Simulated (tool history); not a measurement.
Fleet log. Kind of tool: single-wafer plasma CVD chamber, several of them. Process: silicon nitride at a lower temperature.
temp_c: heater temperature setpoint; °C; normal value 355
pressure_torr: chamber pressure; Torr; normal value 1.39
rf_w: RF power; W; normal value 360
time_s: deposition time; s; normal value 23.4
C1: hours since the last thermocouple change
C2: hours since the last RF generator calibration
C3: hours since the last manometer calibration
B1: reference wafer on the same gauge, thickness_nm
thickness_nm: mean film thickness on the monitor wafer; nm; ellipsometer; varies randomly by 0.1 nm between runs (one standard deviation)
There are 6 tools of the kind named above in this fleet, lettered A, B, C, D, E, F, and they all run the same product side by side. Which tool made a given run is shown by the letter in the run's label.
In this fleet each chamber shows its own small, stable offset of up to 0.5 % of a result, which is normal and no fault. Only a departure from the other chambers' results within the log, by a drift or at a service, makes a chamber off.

run 1F hour=6.2 | temp_c=355 pressure_torr=1.39 rf_w=360 time_s=23.4 | C1=2168.9 C2=1942.1 C3=731.1 | B1=31.904 | thickness_nm=29.712
run 2E hour=12.4 | temp_c=355 pressure_torr=1.39 rf_w=360 time_s=23.4 | C1=1361.6 C2=128.8 C3=1472.2 | B1=31.892 | thickness_nm=29.799
run 3A hour=20.4 | temp_c=355 pressure_torr=1.39 rf_w=360 time_s=23.4 | C1=1033.1 C2=1263.3 C3=988.6 | B1=31.903 | thickness_nm=29.707
run 4C hour=29.4 | temp_c=355 pressure_torr=1.39 rf_w=360 time_s=23.4 | C1=924.4 C2=184.5 C3=2181.1 | B1=31.912 | thickness_nm=29.700
run 5B hour=38.5 | temp_c=355 pressure_torr=1.39 rf_w=360 time_s=23.4 | C1=606.3 C2=1398.4 C3=478.2 | B1=31.908 | thickness_nm=29.898
run 6D hour=43.0 | temp_c=355 pressure_torr=1.39 rf_w=360 time_s=23.4 | C1=985.7 C2=1116.6 C3=748.5 | B1=31.936 | thickness_nm=29.594
run 7C hour=51.7 | temp_c=355 pressure_torr=1.39 rf_w=360 time_s=23.4 | C1=946.7 C2=206.8 C3=2203.4 | B1=31.897 | thickness_nm=29.969
run 8B hour=59.8 | temp_c=355 pressure_torr=1.39 rf_w=360 time_s=23.4 | C1=627.6 C2=1419.7 C3=499.5 | B1=31.892 | thickness_nm=29.584
-- hour=62.0 chamber E: capacitance manometer re-zeroed and calibrated
run 9E hour=67.1 | temp_c=355 pressure_torr=1.39 rf_w=360 time_s=23.4 | C1=1416.3 C2=183.5 C3=5.1 | B1=31.915 | thickness_nm=29.855
run 10A hour=72.1 | temp_c=355 pressure_torr=1.39 rf_w=360 time_s=23.4 | C1=1084.8 C2=1315.0 C3=1040.3 | B1=31.920 | thickness_nm=29.765
run 11F hour=79.7 | temp_c=355 pressure_torr=1.39 rf_w=360 time_s=23.4 | C1=2242.4 C2=2015.6 C3=804.6 | B1=31.909 | thickness_nm=29.751
run 12D hour=85.3 | temp_c=355 pressure_torr=1.39 rf_w=360 time_s=23.4 | C1=1028.0 C2=1158.9 C3=790.8 | B1=31.901 | thickness_nm=29.541
run 13D hour=94.5 | temp_c=355 pressure_torr=1.39 rf_w=360 time_s=23.4 | C1=1037.2 C2=1168.1 C3=800.0 | B1=31.899 | thickness_nm=29.545
run 14B hour=101.4 | temp_c=349 pressure_torr=1.39 rf_w=360 time_s=23.4 | C1=669.2 C2=1461.3 C3=541.1 | B1=31.916 | thickness_nm=29.758
run 15C hour=109.9 | temp_c=349 pressure_torr=1.39 rf_w=360 time_s=23.4 | C1=1004.9 C2=265.0 C3=2261.6 | B1=31.888 | thickness_nm=29.755
run 16F hour=116.1 | temp_c=349 pressure_torr=1.39 rf_w=360 time_s=23.4 | C1=2278.8 C2=2052.0 C3=841.0 | B1=31.887 | thickness_nm=29.844
run 17A hour=124.0 | temp_c=349 pressure_torr=1.39 rf_w=360 time_s=23.4 | C1=1136.7 C2=1366.9 C3=1092.2 | B1=31.883 | thickness_nm=29.898
-- hour=128.7 chamber E: thermocouple changed; heater temperature recalibrated
run 18E hour=129.6 | temp_c=349 pressure_torr=1.39 rf_w=360 time_s=23.4 | C1=0.9 C2=246.0 C3=67.6 | B1=31.915 | thickness_nm=29.695
run 19D hour=139.3 | temp_c=349 pressure_torr=1.39 rf_w=360 time_s=23.4 | C1=1082.0 C2=1212.9 C3=844.8 | B1=31.910 | thickness_nm=29.691
run 20A hour=145.0 | temp_c=364 pressure_torr=1.39 rf_w=385 time_s=23.4 | C1=1157.7 C2=1387.9 C3=1113.2 | B1=31.891 | thickness_nm=30.953
run 21F hour=151.2 | temp_c=364 pressure_torr=1.39 rf_w=385 time_s=23.4 | C1=2313.9 C2=2087.1 C3=876.1 | B1=31.891 | thickness_nm=30.948
run 22B hour=160.4 | temp_c=364 pressure_torr=1.39 rf_w=385 time_s=23.4 | C1=728.2 C2=1520.3 C3=600.1 | B1=31.899 | thickness_nm=30.814
run 23C hour=170.3 | temp_c=364 pressure_torr=1.39 rf_w=385 time_s=23.4 | C1=1065.3 C2=325.4 C3=2322.0 | B1=31.913 | thickness_nm=30.832
run 24E hour=175.6 | temp_c=364 pressure_torr=1.39 rf_w=385 time_s=23.4 | C1=46.9 C2=292.0 C3=113.6 | B1=31.895 | thickness_nm=30.934
run 25C hour=182.0 | temp_c=364 pressure_torr=1.39 rf_w=385 time_s=23.4 | C1=1077.0 C2=337.1 C3=2333.7 | B1=31.888 | thickness_nm=31.057
run 26A hour=188.8 | temp_c=355 pressure_torr=1.39 rf_w=360 time_s=23.4 | C1=1201.5 C2=1431.7 C3=1157.0 | B1=31.912 | thickness_nm=29.760
run 27F hour=193.8 | temp_c=363 pressure_torr=1.39 rf_w=400 time_s=23.4 | C1=2356.5 C2=2129.7 C3=918.7 | B1=31.902 | thickness_nm=31.787
run 28D hour=202.4 | temp_c=363 pressure_torr=1.39 rf_w=400 time_s=23.4 | C1=1145.1 C2=1276.0 C3=907.9 | B1=31.886 | thickness_nm=31.578
run 29B hour=209.2 | temp_c=363 pressure_torr=1.39 rf_w=400 time_s=23.4 | C1=777.0 C2=1569.1 C3=648.9 | B1=31.877 | thickness_nm=31.408
run 30E hour=215.1 | temp_c=363 pressure_torr=1.39 rf_w=400 time_s=23.4 | C1=86.4 C2=331.5 C3=153.1 | B1=31.878 | thickness_nm=31.914
run 31A hour=220.8 | temp_c=363 pressure_torr=1.39 rf_w=400 time_s=23.4 | C1=1233.5 C2=1463.7 C3=1189.0 | B1=31.873 | thickness_nm=31.832
run 32C hour=226.6 | temp_c=363 pressure_torr=1.39 rf_w=400 time_s=23.4 | C1=1121.6 C2=381.7 C3=2378.3 | B1=31.910 | thickness_nm=31.743
run 33E hour=231.9 | temp_c=355 pressure_torr=1.39 rf_w=360 time_s=23.4 | C1=103.2 C2=348.3 C3=169.9 | B1=31.882 | thickness_nm=29.778
run 34D hour=237.7 | temp_c=355 pressure_torr=1.39 rf_w=360 time_s=23.4 | C1=1180.4 C2=1311.3 C3=943.2 | B1=31.879 | thickness_nm=29.754
run 35B hour=247.9 | temp_c=355 pressure_torr=1.39 rf_w=360 time_s=23.4 | C1=815.7 C2=1607.8 C3=687.6 | B1=31.864 | thickness_nm=29.746
-- hour=252.2 chamber F: thermocouple changed; heater temperature recalibrated
run 36F hour=253.2 | temp_c=355 pressure_torr=1.39 rf_w=360 time_s=23.4 | C1=1.1 C2=2189.1 C3=978.1 | B1=31.924 | thickness_nm=29.667
run 37C hour=262.5 | temp_c=350 pressure_torr=1.14 rf_w=360 time_s=23.4 | C1=1157.5 C2=417.6 C3=2414.2 | B1=31.908 | thickness_nm=28.269
run 38D hour=272.6 | temp_c=350 pressure_torr=1.14 rf_w=360 time_s=23.4 | C1=1215.3 C2=1346.2 C3=978.1 | B1=31.908 | thickness_nm=28.035

What goes on in this fleet: one chamber off, a drifting gauge, or nothing beyond the chambers' own small offsets? Name the chamber and the cause, if any.

No chamber is off and the gauge is stable; the differences are just each chamber's small, constant offset.
